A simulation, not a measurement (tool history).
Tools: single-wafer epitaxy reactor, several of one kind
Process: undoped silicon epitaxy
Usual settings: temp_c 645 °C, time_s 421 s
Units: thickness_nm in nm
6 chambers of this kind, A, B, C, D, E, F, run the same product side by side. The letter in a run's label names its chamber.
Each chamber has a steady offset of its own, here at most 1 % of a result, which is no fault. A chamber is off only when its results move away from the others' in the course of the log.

run,hour,temp_c,time_s,"read-back reference wafer on the same gauge, thickness_nm",thickness_nm
1E,8.1,645,421,59.289,62.94
2B,16.5,645,421,59.263,63.355
3C,25,645,421,59.249,63.043
4A,34.8,645,421,59.259,63.761
5D,41.9,645,421,59.249,63.202
6F,48.5,658,421,59.223,84.419
7E,58.4,658,421,59.221,83.814
8A,63.5,658,421,59.219,84.692
9D,73.1,658,421,59.2,84.311
10C,79.7,658,421,59.214,83.261
11B,89,658,421,59.206,84.388
12F,94.9,645,421,59.198,63.424
13D,104.8,645,421,59.166,63.193
14A,112.1,645,421,59.155,63.44
15E,116.6,645,421,59.153,62.774
16C,122.4,645,421,59.155,62.87
17B,129.3,645,421,59.128,63.25
18F,134,645,421,59.136,63.314
19B,139.4,645,421,59.128,63.083
20E,145.9,645,345,59.142,51.418
21C,150.9,645,345,59.106,51.548
22F,157.6,645,345,59.083,51.834
23D,162.4,645,345,59.113,51.712
24A,172.2,645,345,59.098,52.018
25C,178.6,645,345,59.062,51.435
26B,185.9,645,421,59.066,63.044
27F,194.2,645,421,59.055,63.029
28D,204,655,375,59.049,69.912
29E,209.5,655,375,59.041,69.721
30A,215.1,655,375,59.055,70.181
31F,220.1,655,375,59.028,70.126
32B,227.4,655,375,59.01,70.064
33A,231.9,655,375,58.999,70.309
34C,237.7,645,421,59.005,62.715
35E,245.2,645,421,59,62.717
36D,249.8,645,421,58.993,63.005

Next, every chamber runs the same settings. What will each give?
37A,256.9,645,501,,?
37B,256.9,645,501,,?
37C,256.9,645,501,,?
37D,256.9,645,501,,?
37E,256.9,645,501,,?
37F,256.9,645,501,,?

run,thickness_nm
37A,75.351
37B,75.117
37C,74.669
37D,74.979
37E,74.488
37F,75.01

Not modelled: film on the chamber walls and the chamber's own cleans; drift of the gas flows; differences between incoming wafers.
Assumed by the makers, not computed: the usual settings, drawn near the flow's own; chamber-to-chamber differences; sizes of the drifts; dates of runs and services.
